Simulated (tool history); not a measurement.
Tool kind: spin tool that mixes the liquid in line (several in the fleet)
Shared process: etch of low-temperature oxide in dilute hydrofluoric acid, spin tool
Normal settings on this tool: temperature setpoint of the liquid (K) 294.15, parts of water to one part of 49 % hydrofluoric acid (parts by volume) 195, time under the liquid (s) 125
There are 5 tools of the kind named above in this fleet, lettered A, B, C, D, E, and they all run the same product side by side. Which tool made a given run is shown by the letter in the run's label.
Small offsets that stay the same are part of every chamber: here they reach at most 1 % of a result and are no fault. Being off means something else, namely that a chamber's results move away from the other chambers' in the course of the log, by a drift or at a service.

| run | hour | temperature setpoint of the liquid (K) | parts of water to one part of 49 % hydrofluoric acid (parts by volume) | time under the liquid (s) | hours since the thermometer was replaced | hours since the hydrofluoric acid flow meter was replaced | read-back film thickness of the low-temperature oxide reference wafer, read on the same gauge (nm) | thickness taken off the low-temperature oxide on a monitor wafer (nm) |
|---|---|---|---|---|---|---|---|---|
| 1C | 11.9 | 294.15 | 195 | 125 | 2040.1 | 1084.4 | 120.01 | 10.5760 |
| 2D | 26.2 | 294.15 | 195 | 125 | 1146.4 | 180.3 | 119.98 | 10.6190 |
| 3B | 41.3 | 294.15 | 195 | 125 | 670.3 | 107.7 | 119.97 | 10.5440 |
| 4A | 57.1 | 294.15 | 195 | 125 | 1508.2 | 876.0 | 119.97 | 10.5820 |
| 5E | 73.4 | 294.15 | 195 | 125 | 1424.2 | 366.0 | 120.01 | 10.5520 |
| 6B | 86.4 | 294.15 | 195 | 125 | 715.4 | 152.8 | 120.04 | 10.5530 |
| 7E | 98.6 | 294.15 | 195 | 125 | 1449.4 | 391.2 | 119.98 | 10.5160 |
| 8D | 111.1 | 294.15 | 195 | 125 | 1231.3 | 265.2 | 119.94 | 10.6110 |
| 9C | 123.2 | 294.15 | 195 | 125 | 2151.4 | 1195.7 | 120.04 | 10.5990 |
| 10A | 132.9 | 294.15 | 195 | 125 | 1584.0 | 951.8 | 119.97 | 10.5850 |
| 11B | 140.3 | 294.15 | 195 | 125 | 769.3 | 206.7 | 120.01 | 10.5430 |
| 12D | 152.4 | 294.15 | 195 | 125 | 1272.6 | 306.5 | 119.97 | 10.6380 |
| 13E | 167.9 | 294.15 | 195 | 125 | 1518.7 | 460.5 | 120.00 | 10.5480 |
| 14C | 176.0 | 294.15 | 195 | 125 | 2204.2 | 1248.5 | 120.02 | 10.6680 |
| 15A | 191.8 | 294.15 | 195 | 125 | 1642.9 | 1010.7 | 120.02 | 10.7100 |
|  | 197.5 | chamber B: thermometer replaced |
| 16E | 203.9 | 294.15 | 195 | 125 | 1554.7 | 496.5 | 119.97 | 10.5320 |
| 17D | 219.6 | 294.15 | 195 | 125 | 1339.8 | 373.7 | 120.05 | 10.7140 |
| 18B | 235.2 | 294.15 | 195 | 125 | 37.7 | 301.6 | 120.00 | 10.5590 |
| 19C | 245.2 | 292.65 | 195 | 175 | 2273.4 | 1317.7 | 120.00 | 13.9900 |
| 20A | 253.7 | 292.65 | 195 | 175 | 1704.8 | 1072.6 | 120.00 | 14.0160 |
| 21E | 269.5 | 292.65 | 195 | 175 | 1620.3 | 562.1 | 120.00 | 13.9580 |
| 22B | 281.1 | 292.65 | 195 | 175 | 83.6 | 347.5 | 119.99 | 13.9940 |
| 23C | 291.8 | 292.65 | 195 | 175 | 2320.0 | 1364.3 | 120.01 | 13.9980 |
| 24D | 300.6 | 294.15 | 195 | 125 | 1420.8 | 454.7 | 120.01 | 11.0250 |
| 25A | 311.4 | 294.15 | 195 | 125 | 1762.5 | 1130.3 | 120.02 | 10.5840 |
| 26A | 321.7 | 294.15 | 145 | 125 | 1772.8 | 1140.6 | 119.99 | 14.9600 |
| 27C | 329.8 | 294.15 | 145 | 125 | 2358.0 | 1402.3 | 120.03 | 15.1990 |
| 28E | 344.5 | 294.15 | 145 | 125 | 1695.3 | 637.1 | 120.00 | 14.8200 |
| 29B | 358.6 | 294.15 | 145 | 125 | 161.1 | 425.0 | 120.01 | 15.0190 |
| 30D | 370.2 | 294.15 | 145 | 125 | 1490.4 | 524.3 | 120.00 | 15.6970 |
| 31B | 378.3 | 294.15 | 195 | 125 | 180.8 | 444.7 | 120.01 | 10.6450 |
| 32D | 389.6 | 294.15 | 195 | 125 | 1509.8 | 543.7 | 120.00 | 11.0270 |
| 33C | 404.1 | 294.15 | 195 | 125 | 2432.3 | 1476.6 | 119.98 | 10.6420 |
| 34A | 412.4 | 294.15 | 195 | 125 | 1863.5 | 1231.3 | 119.97 | 10.5950 |
|  | 421.6 | chamber E: thermometer replaced |
| 35E | 427.9 | 291.65 | 195 | 125 | 6.3 | 720.5 | 119.99 | 9.5277 |

The same settings go to every chamber for the next run, one line per chamber below. Forecast the results for each:
| 36A | 439.6 | 294.15 | 195 | 160 |  |  |  | ? |
| 36B | 439.6 | 294.15 | 195 | 160 |  |  |  | ? |
| 36C | 439.6 | 294.15 | 195 | 160 |  |  |  | ? |
| 36D | 439.6 | 294.15 | 195 | 160 |  |  |  | ? |
| 36E | 439.6 | 294.15 | 195 | 160 |  |  |  | ? |

| run | thickness taken off the low-temperature oxide on a monitor wafer (nm) |
|---|---|
| 36A | 13.6480 |
| 36B | 13.3950 |
| 36C | 13.6550 |
| 36D | 14.3930 |
| 36E | 13.4990 |
